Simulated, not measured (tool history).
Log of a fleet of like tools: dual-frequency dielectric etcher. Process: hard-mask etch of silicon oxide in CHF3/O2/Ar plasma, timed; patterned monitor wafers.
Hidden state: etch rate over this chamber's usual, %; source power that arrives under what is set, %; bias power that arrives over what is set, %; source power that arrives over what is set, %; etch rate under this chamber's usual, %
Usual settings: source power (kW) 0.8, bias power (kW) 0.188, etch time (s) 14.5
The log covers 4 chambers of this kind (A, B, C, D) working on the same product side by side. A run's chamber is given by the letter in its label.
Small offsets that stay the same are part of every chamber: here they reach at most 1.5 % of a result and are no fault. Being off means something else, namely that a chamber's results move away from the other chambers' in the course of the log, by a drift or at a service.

run,hour,source power (kW),bias power (kW),etch time (s),hours since the last wet clean,hours since the last source power generator calibration,hours since the last bias power generator calibration,"read-back reference wafer on the same gauge, depth_nm",mean etch depth across the wafer (angstrom)
1D,3.3,0.8,0.188,14.5,75.5,319.2,914.6,32.599,325.8
2A,7.2,0.8,0.188,14.5,156.7,185.7,685,32.609,328.83
3C,11.4,0.8,0.188,14.5,187.1,1345.2,1169.5,32.613,324.89
4B,14.7,0.8,0.188,14.5,315.9,1036.4,885.5,32.615,323.6
5C,18.6,0.8,0.188,12,194.3,1352.4,1176.7,32.612,269.25
6A,21.3,0.8,0.188,12,170.8,199.8,699.1,32.629,272.48
7B,24.3,0.8,0.188,12,325.5,1046,895.1,32.631,267.01
8D,28.1,0.8,0.188,12,100.3,344,939.4,32.642,269.48
9C,32.6,0.8,0.148,13,208.3,1366.4,1190.7,32.643,270.38
10B,35.1,0.8,0.148,13,336.3,1056.8,905.9,32.643,268.92
11A,38.4,0.8,0.148,13,187.9,216.9,716.2,32.648,273.71
12D,42.9,0.8,0.148,13,115.1,358.8,954.2,32.663,271.33
13C,47.1,0.8,0.188,14.5,222.8,1380.9,1205.2,32.657,326.14
14A,49.8,0.8,0.188,14.5,199.3,228.3,727.6,32.666,329.37
15B,52.6,0.8,0.161,14.5,353.8,1074.3,923.4,32.67,307.78
16D,55.8,0.8,0.161,14.5,128,371.7,967.1,32.685,310.16
17C,59,0.8,0.161,14.5,234.7,1392.8,1217.1,32.677,310.12
18A,61.6,0.8,0.161,14.5,211.1,240.1,739.4,32.683,313.43
# hour 65.2: chamber B: wet clean of the chamber
19D,65.3,0.8,0.188,14.5,137.5,381.2,976.6,32.677,326.65
20B,68.9,0.8,0.188,14.5,3.8,1090.6,939.7,32.681,323.97
21A,73,0.8,0.188,14.5,222.5,251.5,750.8,32.693,329.87
22B,76.9,0.8,0.188,14.5,11.8,1098.6,947.7,32.695,325.13
23C,81.6,0.8,0.188,14.5,257.3,1415.4,1239.7,32.695,326.45
24D,84.2,0.8,0.213,14.5,156.4,400.1,995.5,32.711,340.59
25C,87.6,0.8,0.213,14.5,263.3,1421.4,1245.7,32.721,340.45
26A,90.8,0.8,0.213,14.5,240.3,269.3,768.6,32.713,344.21
27D,94.4,0.8,0.213,14.5,166.6,410.3,1005.7,32.717,340.34
28B,97.7,0.8,0.188,14.5,32.6,1119.4,968.5,32.73,324.52
29B,101.8,0.8,0.188,14.5,36.7,1123.5,972.6,32.729,324.33
30D,105.4,0.8,0.188,14.5,177.6,421.3,1016.7,32.739,327.09
31C,107.9,0.8,0.188,14.5,283.6,1441.7,1266,32.737,327.06
32A,112.5,0.8,0.188,14.5,262,291,790.3,32.737,329.47
33C,115.1,0.8,0.188,14.5,290.8,1448.9,1273.2,32.75,326.97
34B,118.1,0.8,0.188,14.5,53,1139.8,988.9,32.745,324.5
35D,121.1,0.8,0.188,14.5,193.3,437,1032.4,32.752,327.14

Is one chamber out of step, is the gauge drifting, or do the chambers differ by no more than their own small offsets? For an off chamber, give its letter and the likeliest cause.

None of the chambers is off. What moves is the gauge, dragging all their readings along together.
Cause: gauge reads high (%) = 0.474.
